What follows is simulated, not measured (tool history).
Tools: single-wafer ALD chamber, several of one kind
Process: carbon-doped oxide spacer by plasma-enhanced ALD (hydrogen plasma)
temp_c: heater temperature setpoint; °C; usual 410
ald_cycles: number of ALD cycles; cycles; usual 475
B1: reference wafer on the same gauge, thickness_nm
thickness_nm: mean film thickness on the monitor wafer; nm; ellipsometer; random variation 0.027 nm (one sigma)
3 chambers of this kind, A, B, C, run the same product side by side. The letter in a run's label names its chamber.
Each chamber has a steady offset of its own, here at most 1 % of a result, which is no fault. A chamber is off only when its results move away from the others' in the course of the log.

run 1A day=0.192 | temp_c=410 ald_cycles=475 | B1=26.187 | thickness_nm=22.907
run 2B day=0.346 | temp_c=410 ald_cycles=475 | B1=26.191 | thickness_nm=22.989
run 3C day=0.471 | temp_c=410 ald_cycles=475 | B1=26.185 | thickness_nm=23.183
run 4C day=0.621 | temp_c=410 ald_cycles=475 | B1=26.180 | thickness_nm=23.114
run 5A day=0.804 | temp_c=403 ald_cycles=475 | B1=26.173 | thickness_nm=23.371
run 6B day=0.908 | temp_c=403 ald_cycles=475 | B1=26.167 | thickness_nm=23.435
run 7A day=1.008 | temp_c=403 ald_cycles=475 | B1=26.177 | thickness_nm=23.397
run 8B day=1.125 | temp_c=410 ald_cycles=475 | B1=26.172 | thickness_nm=22.943
run 9C day=1.238 | temp_c=410 ald_cycles=475 | B1=26.164 | thickness_nm=23.151
run 10C day=1.329 | temp_c=423 ald_cycles=475 | B1=26.158 | thickness_nm=22.223
run 11A day=1.508 | temp_c=423 ald_cycles=475 | B1=26.151 | thickness_nm=21.949
run 12B day=1.667 | temp_c=423 ald_cycles=475 | B1=26.155 | thickness_nm=22.009
run 13C day=1.796 | temp_c=410 ald_cycles=568 | B1=26.140 | thickness_nm=27.636
run 14A day=1.904 | temp_c=410 ald_cycles=568 | B1=26.141 | thickness_nm=27.330
run 15B day=2.108 | temp_c=410 ald_cycles=568 | B1=26.137 | thickness_nm=27.451
run 16C day=2.308 | temp_c=410 ald_cycles=475 | B1=26.132 | thickness_nm=23.070
run 17B day=2.458 | temp_c=410 ald_cycles=475 | B1=26.130 | thickness_nm=22.917
run 18A day=2.583 | temp_c=410 ald_cycles=412 | B1=26.120 | thickness_nm=19.776
run 19B day=2.767 | temp_c=410 ald_cycles=412 | B1=26.124 | thickness_nm=19.831
run 20C day=2.975 | temp_c=410 ald_cycles=412 | B1=26.117 | thickness_nm=20.043
run 21A day=3.142 | temp_c=410 ald_cycles=475 | B1=26.100 | thickness_nm=22.840
run 22A day=3.275 | temp_c=405 ald_cycles=475 | B1=26.104 | thickness_nm=23.173
run 23C day=3.479 | temp_c=405 ald_cycles=475 | B1=26.100 | thickness_nm=23.448
run 24B day=3.571 | temp_c=405 ald_cycles=475 | B1=26.099 | thickness_nm=23.201
run 25C day=3.758 | temp_c=416 ald_cycles=526 | B1=26.086 | thickness_nm=25.044
run 26A day=3.954 | temp_c=416 ald_cycles=526 | B1=26.075 | thickness_nm=24.737
run 27B day=4.142 | temp_c=416 ald_cycles=526 | B1=26.077 | thickness_nm=24.847

All 3 chambers run these settings next. Forecast each chamber's results:
run 28A day=4.292 | temp_c=410 ald_cycles=475 | thickness_nm=?
run 28B day=4.292 | temp_c=410 ald_cycles=475 | thickness_nm=?
run 28C day=4.292 | temp_c=410 ald_cycles=475 | thickness_nm=?

run=28A thickness_nm=22.773
run=28B thickness_nm=22.868
run=28C thickness_nm=23.068
